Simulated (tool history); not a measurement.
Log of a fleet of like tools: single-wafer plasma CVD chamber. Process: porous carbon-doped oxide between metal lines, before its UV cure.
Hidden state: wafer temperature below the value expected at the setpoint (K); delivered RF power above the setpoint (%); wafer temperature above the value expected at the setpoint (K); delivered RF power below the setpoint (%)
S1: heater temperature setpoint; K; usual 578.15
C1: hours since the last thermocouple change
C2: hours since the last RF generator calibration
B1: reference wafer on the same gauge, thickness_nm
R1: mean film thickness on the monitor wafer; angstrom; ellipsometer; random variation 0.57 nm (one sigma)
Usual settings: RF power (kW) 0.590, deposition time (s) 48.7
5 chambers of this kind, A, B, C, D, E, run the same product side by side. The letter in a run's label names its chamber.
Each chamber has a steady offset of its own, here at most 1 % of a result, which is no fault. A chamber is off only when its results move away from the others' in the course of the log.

At day 0.192: chamber E: RF generator calibrated.
Run 1C, day 0.388: usual settings; C1 768.9; C2 222.4; B1 290.99. Result: R1 2813.0 angstrom.
Run 2B, day 0.933: usual settings; C1 1108.6; C2 2643.4; B1 290.99. Result: R1 2828.8 angstrom.
Run 3E, day 1.262: usual settings; C1 101.1; C2 25.8; B1 291.11. Result: R1 2822.5 angstrom.
Run 4D, day 1.642: usual settings; C1 652.1; C2 1029.5; B1 290.89. Result: R1 2842.1 angstrom.
Run 5A, day 2.108: usual settings; C1 2068.9; C2 1455.4; B1 290.92. Result: R1 2834.0 angstrom.
Run 6C, day 2.671: usual settings; C1 823.7; C2 277.2; B1 290.91. Result: R1 2813.9 angstrom.
Run 7A, day 2.929: usual settings; C1 2088.6; C2 1475.1; B1 290.98. Result: R1 2825.6 angstrom.
At day 3.154: chamber A: thermocouple changed; heater temperature recalibrated.
Run 8E, day 3.288: usual settings but S1 566.15 K, deposition time (s) 44.3; C1 149.7; C2 74.4; B1 291.01. Result: R1 2754.2 angstrom.
Run 9B, day 3.579: usual settings but S1 566.15 K, deposition time (s) 44.3; C1 1172.1; C2 2706.9; B1 290.85. Result: R1 2753.3 angstrom.
Run 10D, day 3.971: usual settings but S1 566.15 K, deposition time (s) 44.3; C1 708.0; C2 1085.4; B1 290.92. Result: R1 2777.5 angstrom.
Run 11C, day 4.262: usual settings but S1 566.15 K, deposition time (s) 44.3; C1 861.9; C2 315.4; B1 290.91. Result: R1 2748.0 angstrom.
Run 12D, day 4.612: usual settings but S1 566.15 K, deposition time (s) 44.3; C1 723.4; C2 1100.8; B1 290.92. Result: R1 2770.0 angstrom.
Run 13E, day 4.904: usual settings; C1 188.5; C2 113.2; B1 291.07. Result: R1 2828.5 angstrom.
Run 14B, day 5.321: usual settings; C1 1213.9; C2 2748.7; B1 291.11. Result: R1 2819.2 angstrom.
Run 15A, day 5.612: usual settings; C1 59.1; C2 1539.5; B1 290.82. Result: R1 2829.4 angstrom.
Run 16C, day 6.062: usual settings; C1 905.1; C2 358.6; B1 291.07. Result: R1 2811.1 angstrom.
Run 17D, day 6.429: usual settings; C1 767.0; C2 1144.4; B1 291.03. Result: R1 2837.1 angstrom.
At day 6.608: chamber B: thermocouple changed; heater temperature recalibrated.
Run 18E, day 6.788: usual settings; C1 233.7; C2 158.4; B1 290.90. Result: R1 2817.2 angstrom.
At day 7.183: chamber B: RF generator calibrated.
Run 19A, day 7.288: usual settings; C1 99.3; C2 1579.7; B1 290.94. Result: R1 2835.7 angstrom.
Run 20B, day 7.562: usual settings; C1 22.9; C2 9.2; B1 291.09. Result: R1 2817.7 angstrom.
Run 21B, day 7.867: usual settings; C1 30.2; C2 16.5; B1 291.03. Result: R1 2805.9 angstrom.
Run 22D, day 8.117: usual settings; C1 807.5; C2 1184.9; B1 291.07. Result: R1 2830.4 angstrom.
Run 23E, day 8.446: usual settings; C1 273.5; C2 198.2; B1 290.98. Result: R1 2820.8 angstrom.
Run 24C, day 8.762: usual settings; C1 969.9; C2 423.4; B1 290.97. Result: R1 2811.4 angstrom.
Run 25A, day 9.146: usual settings; C1 143.9; C2 1624.3; B1 290.90. Result: R1 2830.7 angstrom.
Run 26C, day 9.517: usual settings; C1 988.0; C2 441.5; B1 290.88. Result: R1 2796.9 angstrom.
Run 27B, day 9.983: usual settings; C1 81.0; C2 67.3; B1 290.96. Result: R1 2815.2 angstrom.
Run 28E, day 10.333: usual settings; C1 318.8; C2 243.5; B1 291.07. Result: R1 2820.8 angstrom.
Run 29D, day 10.592: usual settings; C1 866.9; C2 1244.3; B1 290.97. Result: R1 2811.1 angstrom.
Run 30A, day 11.092: usual settings; C1 190.6; C2 1671.0; B1 290.92. Result: R1 2821.5 angstrom.
Run 31A, day 11.512: usual settings; C1 200.7; C2 1681.1; B1 290.93. Result: R1 2835.4 angstrom.
Run 32D, day 12.012: usual settings; C1 901.0; C2 1278.4; B1 291.04. Result: R1 2796.5 angstrom.
Run 33E, day 12.488: usual settings; C1 370.5; C2 295.2; B1 291.05. Result: R1 2819.7 angstrom.
Run 34C, day 12.946: usual settings; C1 1070.3; C2 523.8; B1 291.06. Result: R1 2801.7 angstrom.
Run 35B, day 13.433: usual settings; C1 163.8; C2 150.1; B1 290.79. Result: R1 2818.6 angstrom.
Run 36A, day 13.950: usual settings but S1 589.15 K; C1 259.2; C2 1739.6; B1 290.91. Result: R1 2662.6 angstrom.
Run 37D, day 14.500: usual settings but S1 589.15 K; C1 960.7; C2 1338.1; B1 290.91. Result: R1 2619.9 angstrom.
Run 38C, day 14.758: usual settings but S1 589.15 K; C1 1113.8; C2 567.3; B1 291.14. Result: R1 2660.4 angstrom.
Run 39B, day 15.192: usual settings but S1 589.15 K; C1 206.0; C2 192.3; B1 290.93. Result: R1 2668.0 angstrom.
Run 40E, day 15.721: usual settings but S1 589.15 K; C1 448.1; C2 372.8; B1 290.84. Result: R1 2660.5 angstrom.
Run 41A, day 16.267: usual settings; C1 314.8; C2 1795.2; B1 290.96. Result: R1 2827.4 angstrom.

Next, every chamber runs the same settings. What will each give?
Run 42A, day 16.679: usual settings. Result: R1 ?.
Run 42B, day 16.679: usual settings. Result: R1 ?.
Run 42C, day 16.679: usual settings. Result: R1 ?.
Run 42D, day 16.679: usual settings. Result: R1 ?.
Run 42E, day 16.679: usual settings. Result: R1 ?.

run      R1
42A  2831.8
42B  2818.2
42C  2816.8
42D  2789.2
42E  2827.4

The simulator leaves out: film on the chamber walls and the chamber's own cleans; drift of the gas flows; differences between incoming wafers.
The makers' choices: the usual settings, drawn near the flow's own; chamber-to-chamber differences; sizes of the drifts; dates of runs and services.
